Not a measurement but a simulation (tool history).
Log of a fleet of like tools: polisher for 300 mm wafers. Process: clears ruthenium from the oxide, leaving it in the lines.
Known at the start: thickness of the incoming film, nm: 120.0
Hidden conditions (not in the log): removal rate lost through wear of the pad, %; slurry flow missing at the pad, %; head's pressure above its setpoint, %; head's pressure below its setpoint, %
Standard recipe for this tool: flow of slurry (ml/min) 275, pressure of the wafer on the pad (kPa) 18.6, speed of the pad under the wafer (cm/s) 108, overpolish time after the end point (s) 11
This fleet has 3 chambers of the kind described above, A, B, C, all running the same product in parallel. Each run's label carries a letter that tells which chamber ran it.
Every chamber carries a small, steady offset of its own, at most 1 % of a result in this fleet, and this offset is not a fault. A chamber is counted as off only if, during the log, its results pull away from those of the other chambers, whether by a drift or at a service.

run,hour,flow of slurry (ml/min),pressure of the wafer on the pad (kPa),speed of the pad under the wafer (cm/s),overpolish time after the end point (s),wafers polished on this pad,hours since the slurry nozzle was cleaned,hours since the head pressure was calibrated,time until the end point was called (s)
# hour 1.6: chamber A: worn pad replaced by a new one
1C,8.3,275,18.6,108,11,299,178.4,196.7,77.613
2A,13.1,275,18.6,108,11,62,283.2,455.2,77.043
3B,20.1,275,18.6,108,11,1022,32,233,78.355
4C,24.5,275,18.6,108,11,387,194.6,212.9,77.416
5A,28.8,275,18.6,108,11,146,298.9,470.9,76.711
6B,34.9,275,18.6,108,11,1102,46.8,247.8,78.82
7B,41.6,275,18.6,108,11,1138,53.5,254.5,78.52
8A,49.4,275,18.6,108,11,258,319.5,491.5,78.589
9C,53.3,275,18.6,108,11,542,223.4,241.7,79.062
10A,60.7,275,18.6,108,11,319,330.8,502.8,79.293
11C,68.3,275,18.6,108,11,623,238.4,256.7,81.561
12B,72.9,275,18.6,108,11,1307,84.8,285.8,76.965
# hour 77.1: chamber A: slurry nozzle cleaned
# hour 78.7: chamber B: worn pad replaced by a new one
13A,80.5,275,18.6,108,11,425,3.5,522.6,78.504
14B,86.1,275,18.6,108,11,40,98,299,78.608
15C,91.6,275,18.6,108,11,749,261.7,280,81.51
16C,96.3,275,18.6,108,11,774,266.4,284.7,80.587
17B,103.5,275,18.6,108,11,134,115.4,316.4,78.115
18A,112.2,275,18.6,108,11,596,35.2,554.3,78.834
19C,120.4,275,18.6,108,11,904,290.5,308.8,83.344
20A,129,275,18.6,108,11,687,52,571.1,78.596
21B,136.4,275,18.6,108,11,311,148.3,349.3,77.402
22B,144.4,275,18.6,108,8,354,156.3,357.3,77.587
23A,149.5,275,18.6,108,8,798,72.5,591.6,78.3
# hour 153.3: chamber C: worn pad replaced by a new one
24C,158,275,18.6,108,8,25,328.1,346.4,84.743
25B,164.3,365,18.6,108,11,462,176.2,377.2,75.684
26C,171.4,365,18.6,108,11,97,341.5,359.8,82.862
27A,176.3,365,18.6,108,11,942,99.3,618.4,76.811
28B,184.3,275,18.6,108,11,569,196.2,397.2,76.102
29A,191.3,275,18.6,108,11,1023,114.3,633.4,78.268
30C,196,275,18.6,108,11,230,366.1,384.4,87.267
31A,199.9,275,18.6,72,7,1070,122.9,642,117.79
32B,204.1,275,18.6,72,7,676,216,417,116.55

Which is it: a chamber that has drifted or been left off by a service, a gauge drift common to all chambers, or only each chamber's usual small offset? If a chamber is off, name it and its likeliest cause.

One chamber, C, drifts off from the rest bit by bit.
Likeliest cause: head's pressure below its setpoint, % = 9.3.

Chamber C could run next with any of the 4 candidate recipes listed below; each alters the usual settings, and their results appear as question marks. Which one brings its results back in line with what the other chambers deliver on the usual settings?
A result is in line if it is within this distance of the other chambers' mean on the usual settings: time until the end point was called (s) 3.1
33C-1,210.4,275,17.9,102,11,,,,?
33C-2,210.4,275,17.2,98,11,,,,?
33C-3,210.4,275,18.6,128,11,,,,?
33C-4,210.4,275,20.7,108,11,,,,?

The other chambers' mean on the usual settings: time until the end point was called (s) 78.447
run,time until the end point was called (s)
33C-1,96.257
33C-2,104.3
33C-3,73.676
33C-4,78.582
It is 33C-4 that realigns the chamber with its peers.
